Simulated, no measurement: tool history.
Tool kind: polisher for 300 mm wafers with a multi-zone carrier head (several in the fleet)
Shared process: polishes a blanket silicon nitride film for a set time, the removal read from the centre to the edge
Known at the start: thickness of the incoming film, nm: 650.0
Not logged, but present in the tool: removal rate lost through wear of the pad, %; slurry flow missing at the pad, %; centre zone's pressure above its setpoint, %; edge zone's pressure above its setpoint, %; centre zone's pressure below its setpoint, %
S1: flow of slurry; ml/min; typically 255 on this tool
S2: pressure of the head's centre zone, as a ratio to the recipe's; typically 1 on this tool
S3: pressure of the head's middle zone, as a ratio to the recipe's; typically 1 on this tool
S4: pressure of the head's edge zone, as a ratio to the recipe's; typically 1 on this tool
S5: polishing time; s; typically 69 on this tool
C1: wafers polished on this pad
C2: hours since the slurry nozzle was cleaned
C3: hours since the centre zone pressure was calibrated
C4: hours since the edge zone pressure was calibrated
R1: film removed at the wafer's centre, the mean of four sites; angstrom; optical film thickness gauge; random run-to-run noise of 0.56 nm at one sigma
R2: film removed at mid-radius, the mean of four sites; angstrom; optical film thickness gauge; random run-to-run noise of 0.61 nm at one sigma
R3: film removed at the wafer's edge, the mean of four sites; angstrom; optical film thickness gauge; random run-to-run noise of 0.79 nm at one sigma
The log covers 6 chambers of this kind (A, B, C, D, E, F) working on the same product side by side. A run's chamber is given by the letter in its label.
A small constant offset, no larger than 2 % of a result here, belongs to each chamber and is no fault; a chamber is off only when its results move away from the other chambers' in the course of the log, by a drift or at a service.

run	hour	S1	S2	S3	S4	S5	C1	C2	C3	C4	R1	R2	R3
1B	10.6	255	1	1	1	69	1025	391.1	497.4	326	778.19	778.91	783.57
2D	18.8	255	1	1	1	69	465	578.7	341	246.1	788.28	785.18	769.03
# hour 23: chamber B: worn pad replaced by a new one
3E	27.8	255	1	1	1	69	436	98.6	316.7	635.6	786.51	768.31	786.26
# hour 28.2: chamber B: slurry nozzle cleaned
4C	40.3	255	1	1	1	69	749	252.4	1050.8	503.8	784.69	765.06	757.31
# hour 40.5: chamber C: slurry nozzle cleaned
5A	46.8	255	1	1	1	69	779	52.3	72.4	95.5	776.4	793.82	770.01
# hour 48.7: chamber B: edge zone pressure recalibrated
6F	54.6	255	1.11	1	1	69	914	170.3	719.8	669.6	874.26	782.93	784.05
# hour 55.4: chamber A: worn pad replaced by a new one
7E	67.9	255	1.11	1	1	69	711	138.7	356.8	675.7	868.47	785.83	777.96
# hour 72.6: chamber F: worn pad replaced by a new one
8A	80.2	255	1.11	1	1	69	170	85.7	105.8	128.9	877.38	793.62	775.77
9F	88	255	1.11	1	1	69	106	203.7	753.2	703	863.15	777.73	791.84
# hour 89.2: chamber D: worn pad replaced by a new one
10C	95.8	255	1.11	1	1	69	1131	55.3	1106.3	559.3	878.46	766.73	777.77
# hour 97.6: chamber F: edge zone pressure recalibrated
11B	102.7	255	1.11	1	1	69	548	74.5	589.5	54.1	865.54	775.22	789.07
12D	110.2	255	1	1	1	69	144	670.1	432.4	337.5	793.21	776.93	762.72
13E	121.3	255	1	1	1	69	1078	192.1	410.2	729.1	771.93	780.23	787.45
14F	127.6	255	1	1	1.04	69	378	243.3	792.8	30.1	775.93	794.18	803.99
# hour 138.7: chamber C: worn pad replaced by a new one
15A	140.8	255	1	1	1.04	69	587	146.3	166.4	189.5	770.85	793.12	783.87
16C	147.8	255	1	1	1.04	69	62	107.3	1158.3	611.3	787.75	779.36	786.98
# hour 153.8: chamber C: centre zone pressure recalibrated
17D	161.3	255	1	1	1.04	69	495	721.2	483.5	388.6	784.7	781.64	795.43
# hour 163.3: chamber B: worn pad replaced by a new one
# hour 169: chamber F: centre zone pressure recalibrated
# hour 172.8: chamber E: worn pad replaced by a new one
18B	174.5	255	1	1	1.04	69	77	146.3	661.3	125.9	768.81	780.46	811.79
# hour 175.8: chamber A: worn pad replaced by a new one
19D	186.6	255	1	1	1.04	69	669	746.5	508.8	413.9	784.81	771.91	796.31
20E	192.9	255	1	1	1	69	138	263.7	481.8	800.7	786.71	783.64	781.2
21A	206.8	255	1	1	1	69	213	212.3	232.4	255.5	769.62	785.49	767.81
22C	214.3	255	1	1	1	69	519	173.8	60.5	677.8	776.69	770.91	768.04
# hour 215.2: chamber D: slurry nozzle cleaned
# hour 219: chamber D: worn pad replaced by a new one
# hour 219.2: chamber E: slurry nozzle cleaned
# hour 220.8: chamber F: worn pad replaced by a new one
23B	226.5	255	1	1	1	69	434	198.3	713.3	177.9	753.34	776.76	781.76
24F	232.6	255	1	1	1	69	81	348.3	63.7	135.1	785.24	792.53	798.55
25D	239.6	255	1	1	1	69	142	24.4	561.8	466.9	787.7	774.46	763.19
26A	246.6	255	1	1	1	69	486	252.1	272.2	295.3	774.72	783.1	779.27
27B	257.1	195	1	1	1	69	644	228.9	743.9	208.5	719.34	758.47	763.37
28C	266.7	195	1	1	1	69	879	226.2	112.9	730.2	739.82	743.56	744.07
29E	275.4	195	1	1	1	69	705	56.2	564.3	883.2	747.42	750.23	757.38
# hour 280.5: chamber A: worn pad replaced by a new one
30F	284.2	195	1	1	1	69	436	399.9	115.3	186.7	752.77	741.02	758.18
31A	298	195	1	1	1	69	120	303.5	323.6	346.7	739.19	758.07	753.45
32C	311.9	195	1	1	1	69	1190	271.4	158.1	775.4	747.08	743.59	745.99
# hour 317.9: chamber D: centre zone pressure recalibrated
# hour 319.4: chamber C: worn pad replaced by a new one
33D	319.6	255	1	1	1	69	691	104.4	1.7	546.9	782.1	787.3	785.13
34F	329.6	255	1	1.09	1	69	747	445.3	160.7	232.1	778.99	854.76	784.56
# hour 330.4: chamber B: worn pad replaced by a new one
# hour 332.4: chamber C: slurry nozzle cleaned
35E	337	255	1	1.09	1	69	1128	117.8	625.9	944.8	776.25	841.59	780.16
# hour 345.5: chamber D: worn pad replaced by a new one
36B	349.7	255	1	1.09	1	69	132	321.5	836.5	301.1	742.86	849.89	777.07
37B	358.9	255	1	1.09	1	69	196	330.7	845.7	310.3	744.02	859.21	784.24
38F	372.3	255	1	1.09	1	69	1041	488	203.4	274.8	786.04	840.93	787.62
39D	378.6	255	1	1.09	1	69	227	163.4	60.7	605.9	791.49	836.42	773.46
40C	391.5	255	1	1	1	69	495	59.1	237.7	855	778.21	778.16	758.75

Next, all 6 chambers run the settings below, one line each with question marks for the results. What does each chamber give?
41A	401.6	300	1	1	1	69					?	?	?
41B	401.6	300	1	1	1	69					?	?	?
41C	401.6	300	1	1	1	69					?	?	?
41D	401.6	300	1	1	1	69					?	?	?
41E	401.6	300	1	1	1	69					?	?	?
41F	401.6	300	1	1	1	69					?	?	?

run	R1	R2	R3
41A	789.42	781.04	769.92
41B	753.38	796.4	793.49
41C	792.43	798.73	788.53
41D	789.43	794.16	781.68
41E	784.12	786.97	803.15
41F	799.01	789.31	801.56

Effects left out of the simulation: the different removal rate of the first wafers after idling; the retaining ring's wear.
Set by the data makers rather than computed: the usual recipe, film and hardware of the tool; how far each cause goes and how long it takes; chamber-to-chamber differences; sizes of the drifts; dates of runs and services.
